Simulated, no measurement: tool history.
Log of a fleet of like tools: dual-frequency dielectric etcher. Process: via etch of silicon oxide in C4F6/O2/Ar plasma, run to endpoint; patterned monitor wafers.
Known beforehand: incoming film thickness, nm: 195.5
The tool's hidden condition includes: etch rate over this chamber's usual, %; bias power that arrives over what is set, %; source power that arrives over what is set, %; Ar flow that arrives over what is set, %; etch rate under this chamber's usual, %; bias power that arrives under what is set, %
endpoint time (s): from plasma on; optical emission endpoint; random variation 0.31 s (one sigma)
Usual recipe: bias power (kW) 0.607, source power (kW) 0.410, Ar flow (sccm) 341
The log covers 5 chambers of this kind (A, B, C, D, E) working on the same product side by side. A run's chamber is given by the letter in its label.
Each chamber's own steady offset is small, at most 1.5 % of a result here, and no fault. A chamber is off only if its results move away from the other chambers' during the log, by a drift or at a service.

run   hour  bias power (kW)  source power (kW)  Ar flow (sccm)  hours since the last wet clean  hours since the last bias power generator calibration  hours since the last source power generator calibration  hours since the last Ar flow controller change  endpoint time (s)
 1A    9.4            0.607              0.410             341                            94.5                                                 3536.1                                                   2820.4                                          4588.1             40.643
 2D   14.4            0.607              0.410             341                           448.5                                                 1074.9                                                    974.7                                          2381.9             40.005
      16.2  -- chamber B: wet clean of the chamber
 3B   23.2            0.607              0.410             341                             7.0                                                 1257.1                                                    461.0                                          1788.8             40.752
      32.1  -- chamber A: Ar flow controller replaced
 4C   33.4            0.607              0.410             341                           279.0                                                  415.6                                                   1157.2                                          4891.4             40.245
      33.7  -- chamber A: bias power generator calibrated
 5E   40.3            0.607              0.410             341                           145.2                                                  640.3                                                   2492.6                                          3351.8             40.153
 6A   51.3            0.607              0.410             341                           136.4                                                   17.7                                                   2862.3                                            19.2             40.112
 7C   61.1            0.607              0.410             341                           306.7                                                  443.3                                                   1184.9                                          4919.1             39.962
 8E   67.2            0.607              0.410             341                           172.1                                                  667.2                                                   2519.5                                          3378.7             40.365
 9B   74.7            0.607              0.410             341                            58.5                                                 1308.6                                                    512.5                                          1840.3             41.307
      75.6  -- chamber D: wet clean of the chamber
10D   79.5            0.681              0.490             341                             3.9                                                 1140.0                                                   1039.8                                          2447.0             35.739
11A   87.5            0.681              0.490             341                           172.6                                                   53.9                                                   2898.5                                            55.4             35.615
12C   97.1            0.681              0.490             341                           342.7                                                  479.3                                                   1220.9                                          4955.1             36.365
13D  106.8            0.681              0.490             341                            31.2                                                 1167.3                                                   1067.1                                          2474.3             35.663
14B  113.5            0.681              0.490             341                            97.3                                                 1347.4                                                    551.3                                          1879.1             36.223
15E  124.0            0.607              0.410             341                           228.9                                                  724.0                                                   2576.3                                          3435.5             40.164
16B  129.9            0.607              0.410             341                           113.7                                                 1363.8                                                    567.7                                          1895.5             40.999
17C  134.8            0.607              0.410             341                           380.4                                                  517.0                                                   1258.6                                          4992.8             40.458
18A  144.9            0.607              0.410             341                           230.0                                                  111.3                                                   2955.9                                           112.8             38.976
19E  155.2            0.607              0.410             341                           260.1                                                  755.2                                                   2607.5                                          3466.7             39.955
20D  166.0            0.607              0.410             341                            90.4                                                 1226.5                                                   1126.3                                          2533.5             39.984
     174.3  -- chamber C: wet clean of the chamber
21A  174.9            0.607              0.410             341                           260.0                                                  141.3                                                   2985.9                                           142.8             38.884
22B  183.2            0.607              0.410             341                           167.0                                                 1417.1                                                    621.0                                          1948.8             41.174
23D  188.7            0.607              0.410             341                           113.1                                                 1249.2                                                   1149.0                                          2556.2             39.665
24C  196.0            0.607              0.410             341                            21.7                                                  578.2                                                   1319.8                                          5054.0             40.191
25E  202.6            0.607              0.410             341                           307.5                                                  802.6                                                   2654.9                                          3514.1             40.477
26E  209.5            0.607              0.410             341                           314.4                                                  809.5                                                   2661.8                                          3521.0             40.312
27A  217.6            0.607              0.410             341                           302.7                                                  184.0                                                   3028.6                                           185.5             39.038
28D  226.9            0.607              0.410             341                           151.3                                                 1287.4                                                   1187.2                                          2594.4             39.003
29C  235.7            0.607              0.410             341                            61.4                                                  617.9                                                   1359.5                                          5093.7             40.640
30B  245.2            0.607              0.410             341                           229.0                                                 1479.1                                                    683.0                                          2010.8             40.695
31A  252.7            0.607              0.410             341                           337.8                                                  219.1                                                   3063.7                                           220.6             38.448
32C  259.8            0.607              0.410             341                            85.5                                                  642.0                                                   1383.6                                          5117.8             39.737
33D  267.1            0.607              0.410             341                           191.5                                                 1327.6                                                   1227.4                                          2634.6             39.790
34B  273.4            0.607              0.410             341                           257.2                                                 1507.3                                                    711.2                                          2039.0             40.830

All chambers now run identical settings, listed one chamber a line with results as question marks. What results will each chamber show?
35A  281.3            0.607              0.410             341                                                                                                                                                                                                                  ?
35B  281.3            0.607              0.410             341                                                                                                                                                                                                                  ?
35C  281.3            0.607              0.410             341                                                                                                                                                                                                                  ?
35D  281.3            0.607              0.410             341                                                                                                                                                                                                                  ?
35E  281.3            0.607              0.410             341                                                                                                                                                                                                                  ?

run  endpoint time (s)
35A             38.164
35B             40.863
35C             40.401
35D             40.000
35E             40.619
